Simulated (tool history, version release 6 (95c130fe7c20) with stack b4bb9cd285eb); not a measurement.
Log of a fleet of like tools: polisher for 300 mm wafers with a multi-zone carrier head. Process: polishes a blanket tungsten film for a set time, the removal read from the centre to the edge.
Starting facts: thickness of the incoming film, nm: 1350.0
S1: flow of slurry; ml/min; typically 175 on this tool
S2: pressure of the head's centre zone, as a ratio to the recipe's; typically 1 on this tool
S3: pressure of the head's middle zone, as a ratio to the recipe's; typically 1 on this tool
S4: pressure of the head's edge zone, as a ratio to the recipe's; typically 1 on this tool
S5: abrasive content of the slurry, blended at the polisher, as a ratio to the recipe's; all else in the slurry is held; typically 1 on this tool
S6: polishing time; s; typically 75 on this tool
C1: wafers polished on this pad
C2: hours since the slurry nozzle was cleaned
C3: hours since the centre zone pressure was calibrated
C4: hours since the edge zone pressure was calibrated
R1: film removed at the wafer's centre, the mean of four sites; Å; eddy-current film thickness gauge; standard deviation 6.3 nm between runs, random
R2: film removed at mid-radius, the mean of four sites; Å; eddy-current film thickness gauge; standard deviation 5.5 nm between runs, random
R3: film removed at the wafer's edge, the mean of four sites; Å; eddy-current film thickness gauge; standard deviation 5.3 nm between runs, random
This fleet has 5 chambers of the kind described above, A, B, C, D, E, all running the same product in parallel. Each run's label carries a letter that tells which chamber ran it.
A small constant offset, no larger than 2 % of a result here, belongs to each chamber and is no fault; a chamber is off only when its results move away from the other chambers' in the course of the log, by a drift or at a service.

run,day,S1,S2,S3,S4,S5,S6,C1,C2,C3,C4,R1,R2,R3
1D,0.292,175,1,1,1,1,75,136,317.7,336,164.6,4392.6,4408.3,4481.4
# day 0.5: chamber B: edge zone pressure recalibrated
# day 0.717: chamber B: slurry nozzle cleaned
2B,0.771,175,1,1,1,1,75,1036,1.4,224.3,6.6,4360.1,4302.7,4377.1
# day 0.908: chamber A: worn pad replaced by a new one
3C,1.054,175,1,1,1,1,75,824,112.2,31.6,717.1,4324.3,4498.6,4441.4
4A,1.329,175,1,1,1,1,75,61,84.5,265.3,68.7,4394.5,4417.8,4550.1
# day 1.45: chamber B: worn pad replaced by a new one
5E,1.583,175,1,1,1,1,75,1333,299.9,674.4,515.1,4375.2,4462.5,4470.2
6D,1.971,175,1,1,1,1,75,382,358,376.3,204.9,4467.5,4426.1,4496.2
# day 2.183: chamber E: slurry nozzle cleaned
7E,2.346,175,1,1,1,1,75,1445,4,692.7,533.4,4465.4,4470.8,4493.3
# day 2.517: chamber E: worn pad replaced by a new one
8C,2.762,175,1,1,0.9,1,75,1075,153.2,72.6,758.1,4388.7,4347.7,4296.4
9A,3.017,175,1,1,0.9,1,75,309,125,305.8,109.2,4347,4431.1,4261.5
# day 3.146: chamber C: edge zone pressure recalibrated
10B,3.512,175,1,1,0.9,1,75,302,67.2,290.1,72.4,4303.4,4402.6,4160.6
11A,3.896,175,1,1,0.9,1,75,437,146.1,326.9,130.3,4412.4,4367.4,4298.4
# day 4.012: chamber D: centre zone pressure recalibrated
12C,4.279,175,1,1,0.9,1,75,1297,189.6,109,27.2,4522.9,4386.8,4292.8
# day 4.638: chamber C: worn pad replaced by a new one
13E,4.775,175,1,1,1,1,75,331,62.3,751,591.7,4518.5,4561,4398
14D,5.083,175,1,1,1,1,75,838,432.7,25.8,279.6,4503.1,4475.1,4446.1
15B,5.421,175,1,1,1,1,75,582,113,335.9,118.2,4431.9,4400,4478.7
16D,5.642,175,1,1,1,1,75,920,446.1,39.2,293,4524.1,4594.6,4364.7
# day 5.796: chamber D: worn pad replaced by a new one
# day 5.883: chamber D: slurry nozzle cleaned
17E,5.967,175,1,1,1,1,75,505,90.9,779.6,620.3,4427.1,4533.3,4413.3
18C,6.4,200,1,1,1,0.75,75,258,240.5,159.9,78.1,4307.3,4190.3,4179.9
19A,6.667,200,1,1,1,0.75,75,844,212.6,393.4,196.8,4200.8,4299.3,4198.6
# day 6.9: chamber A: worn pad replaced by a new one
20B,6.921,200,1,1,1,0.75,75,802,149,371.9,154.2,4243.6,4138.9,4239.8
21C,7.171,200,1,1,1,0.75,75,371,259,178.4,96.6,4295.2,4240.2,4132.4
22B,7.621,200,1,1,1,0.75,75,904,165.8,388.7,171,4217.7,4167.9,4227.4
23A,8.096,175,1,1,1,1,75,175,246.9,427.7,231.1,4300.5,4518.1,4387.8
24E,8.554,175,1,1,1,0.8,75,885,153,841.7,682.4,4206.4,4294.5,4293.3
# day 8.571: chamber B: centre zone pressure recalibrated
# day 8.662: chamber B: worn pad replaced by a new one
25D,8.825,175,1,1,1,0.8,75,444,70.6,115.6,369.4,4240.6,4282.5,4217.8
26E,9.067,175,1,1,1,0.8,75,960,165.3,854,694.7,4169.7,4340,4170.5
27B,9.492,175,1,1,1,0.8,75,122,210.7,22.2,215.9,4158.2,4179.4,4171.8
28C,9.875,175,1,1,1,0.8,75,767,323.9,243.3,161.5,4239.1,4170.9,4194.2
29A,10.346,175,1,1,1,1,75,505,300.9,481.7,285.1,4394.8,4496.5,4466.8
30D,10.683,175,1,1,1,1,75,716,115.2,160.2,414,4541.2,4472.8,4405.7
31A,11.046,175,1,1.11,1,1,75,607,317.7,498.5,301.9,4358.5,4895.5,4499
# day 11.192: chamber D: worn pad replaced by a new one
32B,11.308,175,1,1.11,1,1,75,388,254.3,65.8,259.5,4464.1,4809.2,4401.5
# day 11.362: chamber B: slurry nozzle cleaned
33C,11.571,175,1,1.11,1,1,75,1016,364.6,284,202.2,4457.3,5023,4442
34E,12.054,175,1,1.11,1,1,75,1398,237,925.7,766.4,4500.7,5032.6,4435.1
# day 12.233: chamber C: worn pad replaced by a new one
35D,12.492,175,1,1.11,1,1,75,190,158.6,203.6,457.4,4459.3,5040.1,4339
36C,12.75,175,1,1,1,1,75,75,392.9,312.3,230.5,4431.4,4362.1,4301.8
# day 12.967: chamber E: worn pad replaced by a new one
37E,13.1,175,1,1.06,1,1.2,75,19,262.1,950.8,791.5,4669,4974.9,4759.5
# day 13.221: chamber A: worn pad replaced by a new one
38B,13.521,175,1,1.06,1,1.2,75,712,51.9,118.9,312.6,4640.7,4929.2,4584.2
39A,13.754,175,1,1.06,1,1.2,75,78,382.7,563.5,366.9,4625.8,4836.1,4674.4
40D,13.971,175,1,1.06,1,1.2,75,407,194.1,239.1,492.9,4612.7,4966,4590.9
# day 14.192: chamber C: centre zone pressure recalibrated
41A,14.4,175,1,1.06,1,1.2,75,172,398.2,579,382.4,4601.7,4793.4,4627.6
42C,14.783,175,1,1,1,1,75,373,441.7,14.3,279.3,4456.3,4450.4,4413.9
43E,15.008,175,1,1,1,1,75,299,307.9,996.6,837.3,4501.4,4383.4,4417

What goes on in this fleet: one chamber off, a drifting gauge, or nothing beyond the chambers' own small offsets? Name the chamber and the cause, if any.

Neither any chamber nor the gauge drifts; the chambers differ only by their own small, steady offsets.

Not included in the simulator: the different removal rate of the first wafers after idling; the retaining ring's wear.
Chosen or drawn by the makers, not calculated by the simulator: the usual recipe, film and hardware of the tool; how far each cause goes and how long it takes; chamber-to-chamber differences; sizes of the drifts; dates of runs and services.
